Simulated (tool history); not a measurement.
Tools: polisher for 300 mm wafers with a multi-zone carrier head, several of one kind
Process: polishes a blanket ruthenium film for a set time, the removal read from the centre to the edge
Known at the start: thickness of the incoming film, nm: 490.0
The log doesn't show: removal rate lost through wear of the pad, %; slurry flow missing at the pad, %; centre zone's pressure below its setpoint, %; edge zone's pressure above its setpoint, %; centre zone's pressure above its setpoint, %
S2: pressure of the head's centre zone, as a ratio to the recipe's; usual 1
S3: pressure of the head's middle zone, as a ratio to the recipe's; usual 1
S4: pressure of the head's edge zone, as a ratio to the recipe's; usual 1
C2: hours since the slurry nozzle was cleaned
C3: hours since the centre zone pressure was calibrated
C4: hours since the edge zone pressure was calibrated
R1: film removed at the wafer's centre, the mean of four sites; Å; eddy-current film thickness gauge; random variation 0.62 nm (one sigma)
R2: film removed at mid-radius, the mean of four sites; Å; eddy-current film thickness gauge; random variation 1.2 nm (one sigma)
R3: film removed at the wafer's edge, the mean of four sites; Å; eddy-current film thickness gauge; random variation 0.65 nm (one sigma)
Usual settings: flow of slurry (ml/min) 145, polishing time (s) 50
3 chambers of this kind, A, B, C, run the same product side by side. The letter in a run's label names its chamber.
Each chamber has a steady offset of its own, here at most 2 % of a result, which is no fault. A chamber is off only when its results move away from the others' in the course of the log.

Run 1C, hour 4: usual settings; wafers polished on this pad 109; C2 240.6; C3 460.7; C4 112.7. Result: R1 912.91 Å, R2 894.79 Å, R3 889.99 Å.
At hour 5.7: chamber A: worn pad replaced by a new one.
Run 2A, hour 7.8: usual settings; wafers polished on this pad 22; C2 260.2; C3 315.7; C4 49.5. Result: R1 878.46 Å, R2 873.18 Å, R3 893.89 Å.
Run 3B, hour 14.3: usual settings; wafers polished on this pad 1065; C2 691.3; C3 583.9; C4 645.9. Result: R1 880.52 Å, R2 893.19 Å, R3 882.91 Å.
At hour 15.3: chamber B: slurry nozzle cleaned.
At hour 16.7: chamber B: worn pad replaced by a new one.
Run 4A, hour 17.4: usual settings; wafers polished on this pad 127; C2 269.8; C3 325.3; C4 59.1. Result: R1 880.37 Å, R2 879.95 Å, R3 903.27 Å.
Run 5B, hour 24.1: usual settings; wafers polished on this pad 80; C2 8.9; C3 593.7; C4 655.7. Result: R1 876.22 Å, R2 898.26 Å, R3 877.74 Å.
Run 6C, hour 28.8: usual settings; wafers polished on this pad 379; C2 265.4; C3 485.5; C4 137.5. Result: R1 900.79 Å, R2 882.72 Å, R3 882.93 Å.
Run 7A, hour 33.4: usual settings; wafers polished on this pad 300; C2 285.8; C3 341.3; C4 75.1. Result: R1 892.51 Å, R2 879.62 Å, R3 896.15 Å.
Run 8C, hour 36.8: usual settings; wafers polished on this pad 465; C2 273.4; C3 493.5; C4 145.5. Result: R1 891.57 Å, R2 870.45 Å, R3 899.65 Å.
Run 9B, hour 40.7: usual settings; wafers polished on this pad 261; C2 25.5; C3 610.3; C4 672.3. Result: R1 892.56 Å, R2 870.04 Å, R3 877.42 Å.
Run 10B, hour 45: usual settings; wafers polished on this pad 307; C2 29.8; C3 614.6; C4 676.6. Result: R1 884.69 Å, R2 893.44 Å, R3 886.03 Å.
Run 11A, hour 48.4: usual settings but flow of slurry (ml/min) 190, S4 1.05; wafers polished on this pad 463; C2 300.8; C3 356.3; C4 90.1. Result: R1 927.24 Å, R2 921.56 Å, R3 942.82 Å.
Run 12C, hour 54: usual settings but flow of slurry (ml/min) 190, S4 1.05; wafers polished on this pad 652; C2 290.6; C3 510.7; C4 162.7. Result: R1 956.92 Å, R2 923.55 Å, R3 933.51 Å.
Run 13A, hour 57.6: usual settings but flow of slurry (ml/min) 190, S4 1.05; wafers polished on this pad 563; C2 310; C3 365.5; C4 99.3. Result: R1 931.05 Å, R2 924.58 Å, R3 937.6 Å.
Run 14B, hour 62: usual settings; wafers polished on this pad 492; C2 46.8; C3 631.6; C4 693.6. Result: R1 873.57 Å, R2 887.91 Å, R3 882.14 Å.
Run 15C, hour 66.2: usual settings; wafers polished on this pad 785; C2 302.8; C3 522.9; C4 174.9. Result: R1 901.75 Å, R2 862.53 Å, R3 882.67 Å.
Run 16A, hour 71.1: usual settings; wafers polished on this pad 710; C2 323.5; C3 379; C4 112.8. Result: R1 885.72 Å, R2 909.95 Å, R3 889.21 Å.
Run 17C, hour 75.1: usual settings; wafers polished on this pad 881; C2 311.7; C3 531.8; C4 183.8. Result: R1 908.03 Å, R2 889.14 Å, R3 881.32 Å.
Run 18B, hour 79.5: usual settings; wafers polished on this pad 682; C2 64.3; C3 649.1; C4 711.1. Result: R1 895.15 Å, R2 866.54 Å, R3 876.78 Å.
Run 19A, hour 83: usual settings; wafers polished on this pad 839; C2 335.4; C3 390.9; C4 124.7. Result: R1 892.34 Å, R2 906.05 Å, R3 900.03 Å.
Run 20B, hour 86.7: usual settings; wafers polished on this pad 760; C2 71.5; C3 656.3; C4 718.3. Result: R1 879.62 Å, R2 882.66 Å, R3 878.22 Å.
Run 21C, hour 90.4: usual settings; wafers polished on this pad 1047; C2 327; C3 547.1; C4 199.1. Result: R1 903.37 Å, R2 876.68 Å, R3 877.86 Å.
Run 22B, hour 95.5: usual settings but S4 1.07; wafers polished on this pad 856; C2 80.3; C3 665.1; C4 727.1. Result: R1 885.38 Å, R2 891.08 Å, R3 930.05 Å.
Run 23C, hour 102: usual settings but S4 1.07; wafers polished on this pad 1173; C2 338.6; C3 558.7; C4 210.7. Result: R1 892.47 Å, R2 885.9 Å, R3 919.17 Å.
Run 24A, hour 107.1: usual settings but S4 1.07; wafers polished on this pad 1101; C2 359.5; C3 415; C4 148.8. Result: R1 876.7 Å, R2 866.34 Å, R3 918.48 Å.
At hour 108.3: chamber C: worn pad replaced by a new one.
Run 25C, hour 111: usual settings; wafers polished on this pad 29; C2 347.6; C3 567.7; C4 219.7. Result: R1 905.69 Å, R2 879.66 Å, R3 892.13 Å.
Run 26B, hour 115.5: usual settings; wafers polished on this pad 1073; C2 100.3; C3 685.1; C4 747.1. Result: R1 883.02 Å, R2 903.86 Å, R3 890.85 Å.
At hour 118.2: chamber A: centre zone pressure recalibrated.
At hour 119.7: chamber B: worn pad replaced by a new one.
Run 27A, hour 120.6: usual settings; wafers polished on this pad 1247; C2 373; C3 2.4; C4 162.3. Result: R1 829.23 Å, R2 877.41 Å, R3 893.85 Å.
Run 28A, hour 127.2: usual settings but S2 0.93; wafers polished on this pad 1319; C2 379.6; C3 9; C4 168.9. Result: R1 782.16 Å, R2 874.56 Å, R3 885.02 Å.
At hour 131.8: chamber A: worn pad replaced by a new one.
Run 29B, hour 133.7: usual settings but S2 0.93; wafers polished on this pad 153; C2 118.5; C3 703.3; C4 765.3. Result: R1 814.18 Å, R2 914.4 Å, R3 893.71 Å.
Run 30C, hour 138.8: usual settings but S2 0.93; wafers polished on this pad 331; C2 375.4; C3 595.5; C4 247.5. Result: R1 828.46 Å, R2 889.21 Å, R3 888.54 Å.
Run 31B, hour 143.1: usual settings; wafers polished on this pad 255; C2 127.9; C3 712.7; C4 774.7. Result: R1 887.11 Å, R2 909.37 Å, R3 894.12 Å.
Run 32C, hour 147.4: usual settings; wafers polished on this pad 424; C2 384; C3 604.1; C4 256.1. Result: R1 897.39 Å, R2 872.87 Å, R3 908.15 Å.
At hour 151.5: chamber A: slurry nozzle cleaned.
Run 33A, hour 152.6: usual settings; wafers polished on this pad 225; C2 1.1; C3 34.4; C4 194.3. Result: R1 842.52 Å, R2 886.05 Å, R3 895.1 Å.
Run 34C, hour 158.2: usual settings; wafers polished on this pad 541; C2 394.8; C3 614.9; C4 266.9. Result: R1 908.05 Å, R2 883.67 Å, R3 884.25 Å.
Run 35B, hour 161.2: usual settings; wafers polished on this pad 451; C2 146; C3 730.8; C4 792.8. Result: R1 884.29 Å, R2 885.04 Å, R3 886.17 Å.
Run 36A, hour 164.4: usual settings; wafers polished on this pad 354; C2 12.9; C3 46.2; C4 206.1. Result: R1 842.5 Å, R2 874.06 Å, R3 896.44 Å.
Run 37C, hour 170.8: usual settings but flow of slurry (ml/min) 175, S4 1.09; wafers polished on this pad 678; C2 407.4; C3 627.5; C4 279.5. Result: R1 939.89 Å, R2 903.26 Å, R3 952.94 Å.
Run 38A, hour 176.3: usual settings but flow of slurry (ml/min) 175, S4 1.09; wafers polished on this pad 483; C2 24.8; C3 58.1; C4 218. Result: R1 873.68 Å, R2 924.04 Å, R3 960.13 Å.
Run 39B, hour 181.3: usual settings but flow of slurry (ml/min) 175, S4 1.09; wafers polished on this pad 669; C2 166.1; C3 750.9; C4 812.9. Result: R1 908.5 Å, R2 941.75 Å, R3 958.53 Å.
Run 40A, hour 184.4: usual settings; wafers polished on this pad 571; C2 32.9; C3 66.2; C4 226.1. Result: R1 836.79 Å, R2 899.36 Å, R3 897.3 Å.
Run 41C, hour 191.1: usual settings but S3 1.11, polishing time (s) 57; wafers polished on this pad 899; C2 427.7; C3 647.8; C4 299.8. Result: R1 1033.3 Å, R2 1120.7 Å, R3 1022.3 Å.
Run 42B, hour 196.8: usual settings but S3 1.11, polishing time (s) 57; wafers polished on this pad 838; C2 181.6; C3 766.4; C4 828.4. Result: R1 993.02 Å, R2 1137.8 Å, R3 1011.7 Å.

Is one chamber off against the others, does the gauge drift, or is nothing wrong? If a chamber is off, say which, and what the likeliest cause is.

A service left chamber A off against the others.
Cause: centre zone's pressure below its setpoint, % = 4.41.

Here are 4 candidates for chamber A's next run, each the usual settings with a change, their results left as question marks. Which one brings its results back in line with what the others give on the usual settings?
In line means no further than this from the other chambers' mean on the usual settings: R1 22 Å; R2 43 Å; R3 23 Å
Run 43A-1, hour 201.7: usual settings but flow of slurry (ml/min) 150, S2 1.05, S4 0.98. Result: R1 ?, R2 ?, R3 ?.
Run 43A-2, hour 201.7: usual settings but flow of slurry (ml/min) 155, S2 1.1, S4 0.96. Result: R1 ?, R2 ?, R3 ?.
Run 43A-3, hour 201.7: usual settings but flow of slurry (ml/min) 140, S2 0.95, S4 1.02. Result: R1 ?, R2 ?, R3 ?.
Run 43A-4, hour 201.7: usual settings but flow of slurry (ml/min) 135, S2 0.91, S3 1.01, S4 1.04. Result: R1 ?, R2 ?, R3 ?.

The other chambers' mean on the usual settings: R1 891.06 Å; R2 889.25 Å; R3 888.4 Å
  run      R1      R2      R3
43A-1  890.87  881.75  885.38
43A-2   943.8  886.93  879.66
43A-3  785.88  870.38  895.81
43A-4     743  871.89  900.35
43A-1 brings the chamber back in line.
